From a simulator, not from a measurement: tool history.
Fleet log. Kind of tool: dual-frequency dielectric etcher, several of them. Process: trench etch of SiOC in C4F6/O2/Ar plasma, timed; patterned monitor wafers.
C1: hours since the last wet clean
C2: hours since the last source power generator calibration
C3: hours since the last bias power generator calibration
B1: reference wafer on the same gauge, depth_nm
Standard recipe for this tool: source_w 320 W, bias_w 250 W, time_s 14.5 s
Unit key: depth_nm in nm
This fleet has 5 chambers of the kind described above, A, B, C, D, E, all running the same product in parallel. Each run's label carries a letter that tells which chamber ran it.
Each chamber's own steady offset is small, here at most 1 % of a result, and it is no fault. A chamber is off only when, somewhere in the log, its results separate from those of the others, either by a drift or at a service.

{"run": "1C", "day": 0.167, "source_w": 320, "bias_w": 250, "time_s": 14.5, "C1": 371.5, "C2": 3124.4, "C3": 2954.5, "B1": 29.898, "depth_nm": 30.734}
{"run": "2A", "day": 0.45, "source_w": 320, "bias_w": 250, "time_s": 14.5, "C1": 90.2, "C2": 874.8, "C3": 60.6, "B1": 29.885, "depth_nm": 30.64}
{"run": "3D", "day": 0.742, "source_w": 320, "bias_w": 250, "time_s": 14.5, "C1": 280.9, "C2": 2058.5, "C3": 923.4, "B1": 29.89, "depth_nm": 30.656}
{"run": "4B", "day": 1.038, "source_w": 320, "bias_w": 250, "time_s": 14.5, "C1": 305.0, "C2": 630.7, "C3": 3722.7, "B1": 29.875, "depth_nm": 30.715}
{"run": "5E", "day": 1.375, "source_w": 320, "bias_w": 250, "time_s": 14.5, "C1": 239.7, "C2": 1323.3, "C3": 1228.9, "B1": 29.865, "depth_nm": 30.632}
{"run": "6D", "day": 1.533, "source_w": 320, "bias_w": 250, "time_s": 14.5, "C1": 299.9, "C2": 2077.5, "C3": 942.4, "B1": 29.857, "depth_nm": 30.532}
{"run": "7B", "day": 1.871, "source_w": 320, "bias_w": 250, "time_s": 14.5, "C1": 325.0, "C2": 650.7, "C3": 3742.7, "B1": 29.863, "depth_nm": 30.686}
{"run": "8E", "day": 2.208, "source_w": 320, "bias_w": 250, "time_s": 14.5, "C1": 259.7, "C2": 1343.3, "C3": 1248.9, "B1": 29.857, "depth_nm": 30.707}
{"run": "9C", "day": 2.446, "source_w": 320, "bias_w": 250, "time_s": 14.5, "C1": 426.2, "C2": 3179.1, "C3": 3009.2, "B1": 29.861, "depth_nm": 30.649}
{"run": "10A", "day": 2.767, "source_w": 320, "bias_w": 250, "time_s": 14.5, "C1": 145.8, "C2": 930.4, "C3": 116.2, "B1": 29.852, "depth_nm": 30.693}
{"run": "11B", "day": 2.996, "source_w": 320, "bias_w": 250, "time_s": 14.5, "C1": 352.0, "C2": 677.7, "C3": 3769.7, "B1": 29.848, "depth_nm": 30.663}
{"day": 3.05, "done": "chamber C: wet clean of the chamber"}
{"run": "12D", "day": 3.212, "source_w": 320, "bias_w": 274, "time_s": 16.5, "C1": 340.2, "C2": 2117.8, "C3": 982.7, "B1": 29.855, "depth_nm": 35.866}
{"run": "13E", "day": 3.467, "source_w": 320, "bias_w": 274, "time_s": 16.5, "C1": 289.9, "C2": 1373.5, "C3": 1279.1, "B1": 29.836, "depth_nm": 35.904}
{"run": "14C", "day": 3.762, "source_w": 320, "bias_w": 274, "time_s": 16.5, "C1": 17.1, "C2": 3210.7, "C3": 3040.8, "B1": 29.818, "depth_nm": 35.895}
{"day": 3.946, "done": "chamber B: wet clean of the chamber"}
{"run": "15A", "day": 4.058, "source_w": 320, "bias_w": 274, "time_s": 16.5, "C1": 176.8, "C2": 961.4, "C3": 147.2, "B1": 29.823, "depth_nm": 35.984}
{"run": "16A", "day": 4.233, "source_w": 320, "bias_w": 274, "time_s": 16.5, "C1": 181.0, "C2": 965.6, "C3": 151.4, "B1": 29.816, "depth_nm": 35.844}
{"day": 4.312, "done": "chamber D: wet clean of the chamber"}
{"run": "17C", "day": 4.408, "source_w": 320, "bias_w": 250, "time_s": 14.5, "C1": 32.6, "C2": 3226.2, "C3": 3056.3, "B1": 29.796, "depth_nm": 30.552}
{"run": "18E", "day": 4.612, "source_w": 320, "bias_w": 250, "time_s": 14.5, "C1": 317.4, "C2": 1401.0, "C3": 1306.6, "B1": 29.8, "depth_nm": 30.666}
{"run": "19D", "day": 4.767, "source_w": 320, "bias_w": 250, "time_s": 14.5, "C1": 11.0, "C2": 2155.1, "C3": 1020.0, "B1": 29.813, "depth_nm": 30.511}
{"run": "20B", "day": 4.912, "source_w": 320, "bias_w": 250, "time_s": 14.5, "C1": 23.3, "C2": 723.7, "C3": 3815.7, "B1": 29.798, "depth_nm": 30.595}
{"run": "21B", "day": 5.062, "source_w": 320, "bias_w": 250, "time_s": 14.5, "C1": 26.9, "C2": 727.3, "C3": 3819.3, "B1": 29.803, "depth_nm": 30.599}
{"run": "22E", "day": 5.329, "source_w": 320, "bias_w": 250, "time_s": 14.5, "C1": 334.6, "C2": 1418.2, "C3": 1323.8, "B1": 29.798, "depth_nm": 30.566}
{"run": "23D", "day": 5.579, "source_w": 360, "bias_w": 250, "time_s": 18.0, "C1": 30.5, "C2": 2174.6, "C3": 1039.5, "B1": 29.788, "depth_nm": 39.545}
{"run": "24A", "day": 5.858, "source_w": 360, "bias_w": 250, "time_s": 18.0, "C1": 220.0, "C2": 1004.6, "C3": 190.4, "B1": 29.793, "depth_nm": 39.724}
{"run": "25C", "day": 6.108, "source_w": 360, "bias_w": 250, "time_s": 18.0, "C1": 73.4, "C2": 3267.0, "C3": 3097.1, "B1": 29.784, "depth_nm": 39.666}
{"run": "26C", "day": 6.438, "source_w": 360, "bias_w": 250, "time_s": 18.0, "C1": 81.3, "C2": 3274.9, "C3": 3105.0, "B1": 29.769, "depth_nm": 39.699}
{"run": "27B", "day": 6.721, "source_w": 360, "bias_w": 250, "time_s": 18.0, "C1": 66.7, "C2": 767.1, "C3": 3859.1, "B1": 29.756, "depth_nm": 39.679}
{"run": "28E", "day": 6.946, "source_w": 320, "bias_w": 250, "time_s": 14.5, "C1": 373.4, "C2": 1457.0, "C3": 1362.6, "B1": 29.771, "depth_nm": 30.487}
{"run": "29D", "day": 7.129, "source_w": 320, "bias_w": 250, "time_s": 14.5, "C1": 67.7, "C2": 2211.8, "C3": 1076.7, "B1": 29.763, "depth_nm": 30.38}
{"run": "30A", "day": 7.275, "source_w": 260, "bias_w": 250, "time_s": 14.5, "C1": 254.0, "C2": 1038.6, "C3": 224.4, "B1": 29.756, "depth_nm": 28.207}
{"run": "31E", "day": 7.538, "source_w": 260, "bias_w": 250, "time_s": 14.5, "C1": 387.6, "C2": 1471.2, "C3": 1376.8, "B1": 29.756, "depth_nm": 28.214}
{"run": "32A", "day": 7.788, "source_w": 260, "bias_w": 250, "time_s": 14.5, "C1": 266.3, "C2": 1050.9, "C3": 236.7, "B1": 29.74, "depth_nm": 28.222}
{"run": "33D", "day": 7.975, "source_w": 260, "bias_w": 250, "time_s": 14.5, "C1": 88.0, "C2": 2232.1, "C3": 1097.0, "B1": 29.733, "depth_nm": 28.123}
{"run": "34B", "day": 8.171, "source_w": 260, "bias_w": 250, "time_s": 14.5, "C1": 101.5, "C2": 801.9, "C3": 3893.9, "B1": 29.747, "depth_nm": 28.201}
{"run": "35C", "day": 8.429, "source_w": 320, "bias_w": 250, "time_s": 14.5, "C1": 129.1, "C2": 3322.7, "C3": 3152.8, "B1": 29.742, "depth_nm": 30.492}
{"run": "36D", "day": 8.717, "source_w": 320, "bias_w": 250, "time_s": 14.5, "C1": 105.8, "C2": 2249.9, "C3": 1114.8, "B1": 29.73, "depth_nm": 30.364}
{"run": "37A", "day": 9.0, "source_w": 320, "bias_w": 250, "time_s": 14.5, "C1": 295.4, "C2": 1080.0, "C3": 265.8, "B1": 29.714, "depth_nm": 30.546}
{"run": "38C", "day": 9.317, "source_w": 320, "bias_w": 250, "time_s": 18.5, "C1": 150.4, "C2": 3344.0, "C3": 3174.1, "B1": 29.72, "depth_nm": 38.979}
{"run": "39E", "day": 9.529, "source_w": 320, "bias_w": 250, "time_s": 18.5, "C1": 435.4, "C2": 1519.0, "C3": 1424.6, "B1": 29.72, "depth_nm": 38.863}
{"run": "40B", "day": 9.771, "source_w": 320, "bias_w": 250, "time_s": 18.5, "C1": 139.9, "C2": 840.3, "C3": 3932.3, "B1": 29.705, "depth_nm": 38.959}
{"run": "41C", "day": 9.996, "source_w": 320, "bias_w": 250, "time_s": 18.5, "C1": 166.7, "C2": 3360.3, "C3": 3190.4, "B1": 29.711, "depth_nm": 39.024}

Which is it: a chamber that has drifted or been left off by a service, a gauge drift common to all chambers, or only each chamber's usual small offset? If a chamber is off, name it and its likeliest cause.

The gauge drifts, so all chambers seem to drift together. No chamber is off.
Likeliest cause: gauge reads low (%) = 0.658.
